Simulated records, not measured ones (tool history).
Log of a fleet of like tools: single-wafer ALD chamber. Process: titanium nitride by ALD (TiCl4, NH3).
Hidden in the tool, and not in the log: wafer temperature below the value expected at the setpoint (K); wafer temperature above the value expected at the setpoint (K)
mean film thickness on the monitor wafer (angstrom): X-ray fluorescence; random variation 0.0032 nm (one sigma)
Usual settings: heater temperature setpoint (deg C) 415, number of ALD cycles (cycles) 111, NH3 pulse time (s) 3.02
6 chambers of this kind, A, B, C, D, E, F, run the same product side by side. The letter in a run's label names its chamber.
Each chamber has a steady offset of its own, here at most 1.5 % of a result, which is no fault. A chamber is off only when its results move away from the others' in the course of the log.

| run | day | heater temperature setpoint (deg C) | number of ALD cycles (cycles) | NH3 pulse time (s) | hours since the last thermocouple change | read-back reference wafer on the same gauge, thickness_nm | mean film thickness on the monitor wafer (angstrom) |
|---|---|---|---|---|---|---|---|
| 1F | 0.367 | 415 | 111 | 3.02 | 887.6 | 2.9494 | 24.972 |
| 2D | 0.679 | 415 | 111 | 3.02 | 1480.4 | 2.9494 | 25.032 |
| 3C | 1.062 | 415 | 111 | 3.02 | 438.3 | 2.9484 | 25.06 |
| 4A | 1.312 | 415 | 111 | 3.02 | 1621.9 | 2.9485 | 24.844 |
| 5E | 1.525 | 415 | 111 | 3.02 | 203.9 | 2.9482 | 24.949 |
| 6B | 1.771 | 415 | 111 | 3.02 | 607 | 2.9486 | 24.649 |
| 7C | 2.046 | 415 | 111 | 3.02 | 461.9 | 2.9476 | 24.993 |
| 8E | 2.442 | 415 | 111 | 3.02 | 225.9 | 2.9479 | 24.989 |
| 9F | 2.779 | 415 | 111 | 3.02 | 945.5 | 2.9459 | 24.93 |
| 10B | 3.004 | 415 | 111 | 3.02 | 636.6 | 2.9455 | 24.62 |
| 11D | 3.4 | 400 | 99 | 3.02 | 1545.7 | 2.9464 | 22.259 |
| 12A | 3.712 | 400 | 99 | 3.02 | 1679.5 | 2.9461 | 22.059 |
| 13D | 4.017 | 400 | 99 | 3.02 | 1560.5 | 2.9459 | 22.245 |
| 14A | 4.358 | 400 | 99 | 3.02 | 1695 | 2.945 | 22.078 |
| 15F | 4.696 | 400 | 99 | 3.02 | 991.5 | 2.9435 | 22.183 |
| 16C | 5.025 | 400 | 99 | 3.02 | 533.4 | 2.9435 | 22.256 |
| 17B | 5.404 | 415 | 111 | 3.02 | 694.2 | 2.9432 | 24.609 |
| 18E | 5.75 | 415 | 111 | 3.02 | 305.3 | 2.9424 | 24.953 |
| 19D | 6.1 | 415 | 111 | 1.9 | 1610.5 | 2.9435 | 24.612 |
| 20C | 6.438 | 415 | 111 | 1.9 | 567.3 | 2.9428 | 24.6 |
| 21F | 6.829 | 415 | 111 | 1.9 | 1042.7 | 2.9423 | 24.559 |
| 22A | 7.038 | 415 | 111 | 1.9 | 1759.3 | 2.9418 | 24.439 |
| 23B | 7.412 | 415 | 111 | 1.9 | 742.4 | 2.9408 | 24.298 |
| 24E | 7.812 | 415 | 111 | 1.9 | 354.8 | 2.9404 | 24.607 |
| 25F | 8.208 | 415 | 111 | 3.02 | 1075.8 | 2.9399 | 24.866 |
| 26C | 8.558 | 415 | 111 | 3.02 | 618.2 | 2.9395 | 24.941 |
| 27D | 8.862 | 415 | 111 | 3.02 | 1676.8 | 2.9398 | 24.951 |
| 28B | 9.121 | 415 | 111 | 3.02 | 783.4 | 2.9393 | 24.537 |
| 29A | 9.479 | 425 | 111 | 3.02 | 1817.9 | 2.9383 | 24.752 |
| 30E | 9.75 | 425 | 111 | 3.02 | 401.3 | 2.9377 | 24.921 |
| 31D | 10.088 | 425 | 111 | 3.02 | 1706.2 | 2.9375 | 24.974 |
| 32A | 10.367 | 425 | 111 | 3.02 | 1839.2 | 2.9376 | 24.831 |
| 33C | 10.558 | 425 | 111 | 3.02 | 666.2 | 2.9357 | 25.003 |
| 34B | 10.896 | 425 | 111 | 3.02 | 826 | 2.9373 | 24.625 |
| 35E | 11.179 | 415 | 111 | 3.02 | 435.6 | 2.9363 | 24.873 |
| 36F | 11.558 | 415 | 111 | 3.02 | 1156.2 | 2.9359 | 24.819 |
| 37D | 11.762 | 415 | 111 | 3.02 | 1746.4 | 2.9365 | 24.926 |
| 38F | 11.954 | 415 | 111 | 3.02 | 1165.7 | 2.9355 | 24.863 |
| 39E | 12.142 | 415 | 111 | 3.02 | 458.7 | 2.9354 | 24.832 |
| 40B | 12.362 | 415 | 111 | 3.02 | 861.2 | 2.9353 | 24.544 |
| 41A | 12.633 | 415 | 111 | 3.02 | 1893.6 | 2.9353 | 24.719 |

Next, every chamber runs the same settings. What will each give?
| 42A | 12.925 | 415 | 111 | 2.33 |  |  | ? |
| 42B | 12.925 | 415 | 111 | 2.33 |  |  | ? |
| 42C | 12.925 | 415 | 111 | 2.33 |  |  | ? |
| 42D | 12.925 | 415 | 111 | 2.33 |  |  | ? |
| 42E | 12.925 | 415 | 111 | 2.33 |  |  | ? |
| 42F | 12.925 | 415 | 111 | 2.33 |  |  | ? |

| run | mean film thickness on the monitor wafer (angstrom) |
|---|---|
| 42A | 24.576 |
| 42B | 24.336 |
| 42C | 24.693 |
| 42D | 24.782 |
| 42E | 24.633 |
| 42F | 24.643 |
